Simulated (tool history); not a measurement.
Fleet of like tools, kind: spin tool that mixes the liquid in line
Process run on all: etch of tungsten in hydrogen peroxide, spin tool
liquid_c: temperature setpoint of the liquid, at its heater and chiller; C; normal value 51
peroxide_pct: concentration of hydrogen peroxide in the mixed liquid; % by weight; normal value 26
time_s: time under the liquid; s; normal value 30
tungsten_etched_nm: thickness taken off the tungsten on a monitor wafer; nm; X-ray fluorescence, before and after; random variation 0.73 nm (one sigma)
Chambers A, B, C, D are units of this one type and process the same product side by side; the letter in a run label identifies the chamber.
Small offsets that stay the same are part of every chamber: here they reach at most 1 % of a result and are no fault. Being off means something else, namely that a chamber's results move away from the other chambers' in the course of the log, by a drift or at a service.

run,hour,liquid_c,peroxide_pct,time_s,"read-back film thickness of the tungsten reference wafer, read on the same gauge (nm)",tungsten_etched_nm
1C,3.8,51,26,30,99.956,100.11
2B,10.1,51,26,30,100.02,101.39
3A,16.2,51,26,30,100.01,101.98
4D,21,51,26,30,99.986,102.38
5A,24.1,51,26,30,99.99,102.97
6B,30,51,26,30,99.999,100.61
7C,33.6,51,26,30,100.05,102.16
8D,38.6,51,26,30,100.03,100.48
9C,44.8,51,26,30,99.977,101.49
10B,50.4,51,26,30,99.964,101.32
11D,56.4,51,26,30,100.06,102.01
12A,60.9,41.5,26,50,99.986,93.926
13C,63.9,41.5,26,50,99.985,91.133
14A,67.3,41.5,26,50,100.07,94.305
# hour 67.7: chamber B: heated supply line repaired
15D,70.8,41.5,26,50,100.02,94.643
16B,76.8,51,26,30,100.01,101.86
17C,82.7,57.5,26,30,100.01,145.61
18D,86.1,57.5,26,30,99.975,150.68
19B,91.3,57.5,26,30,100.01,148.44
20A,94.8,57.5,26,30,100.01,150.69
21B,98.5,51,26,30,99.965,102.46
22C,101.4,60.5,26,30,99.993,171.63
23A,105.8,60.5,26,30,100.05,180.2
24D,109.8,60.5,26,30,100.01,178.61
25A,115.9,60.5,26,30,99.959,183.03

Which is it: a chamber that has drifted or been left off by a service, a gauge drift common to all chambers, or only each chamber's usual small offset? If a chamber is off, name it and its likeliest cause.

One chamber, C, drifts off from the rest bit by bit.
Likeliest cause: temperature lost on the way to the wafer (K) = 0.895.
The log may not tell that from: liquid colder than its thermometer reads (K); peroxide flow below the setpoint (%).

Below are 4 candidate recipes for chamber C's next run, each the usual settings with a change, their results shown as question marks. Which of them brings C's results back in line with what the other chambers give on the usual settings?
A result is in line if it is within this distance of the other chambers' mean on the usual settings: tungsten_etched_nm 2.6 nm
26C-1,120.5,51,23,30,,?
26C-2,120.5,51,29,30,,?
26C-3,120.5,51,20.5,30,,?
26C-4,120.5,52.5,26.5,30,,?

The mean the other chambers reach with the usual settings: tungsten_etched_nm 102.13 nm
run,tungsten_etched_nm
26C-1,90.295
26C-2,101.24
26C-3,85.324
26C-4,106.14
With 26C-2, the chamber falls back in line with the rest.

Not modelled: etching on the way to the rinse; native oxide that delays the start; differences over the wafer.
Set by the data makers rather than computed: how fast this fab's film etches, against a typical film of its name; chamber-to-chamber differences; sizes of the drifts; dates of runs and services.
